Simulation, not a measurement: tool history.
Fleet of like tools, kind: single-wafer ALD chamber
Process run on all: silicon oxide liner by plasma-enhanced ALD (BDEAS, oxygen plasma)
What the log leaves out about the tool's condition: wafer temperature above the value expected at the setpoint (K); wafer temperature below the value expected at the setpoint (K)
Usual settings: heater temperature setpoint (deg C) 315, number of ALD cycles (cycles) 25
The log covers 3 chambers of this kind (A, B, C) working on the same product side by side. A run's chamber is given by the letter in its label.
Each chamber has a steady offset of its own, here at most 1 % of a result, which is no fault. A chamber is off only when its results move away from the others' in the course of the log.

run,day,heater temperature setpoint (deg C),number of ALD cycles (cycles),hours since the last thermocouple change,"read-back reference wafer on the same gauge, thickness_nm",mean film thickness on the monitor wafer (Å)
1B,0.388,315,25,379.5,1.9007,22.844
2A,0.888,315,25,344.2,1.9008,22.813
3C,1.171,315,25,381.2,1.9005,22.926
4B,1.433,315,25,404.6,1.8979,22.830
5C,1.746,315,25,395.0,1.9009,22.822
6A,2.108,315,25,373.5,1.9003,22.690
7A,2.438,315,25,381.4,1.9003,22.613
8C,2.712,315,25,418.2,1.8997,23.041
9B,3.029,315,25,442.9,1.8997,23.028
10A,3.483,315,25,406.5,1.8995,22.541
11C,3.917,315,25,447.1,1.9004,22.913
12B,4.167,315,25,470.2,1.9002,22.860
13A,4.667,315,25,434.9,1.8999,22.685
14B,5.117,315,25,493.0,1.9000,22.868
15C,5.571,315,25,486.8,1.8987,22.928
16A,5.788,315,25,461.8,1.8993,22.700
17C,6.092,315,25,499.3,1.8984,22.836
18B,6.454,315,25,525.1,1.9003,22.935
19B,6.750,315,25,532.2,1.8993,22.949
20C,7.117,315,25,523.9,1.8992,22.881
21A,7.492,315,25,502.7,1.8999,22.815
22B,7.762,315,25,556.5,1.8993,22.862
23C,8.000,315,25,545.1,1.9009,22.776
24A,8.217,315,25,520.1,1.8991,22.777

All chambers now run identical settings, listed one chamber a line with results as question marks. What results will each chamber show?
25A,8.575,315,28,,,?
25B,8.575,315,28,,,?
25C,8.575,315,28,,,?

run,mean film thickness on the monitor wafer (Å)
25A,25.408
25B,25.775
25C,25.663
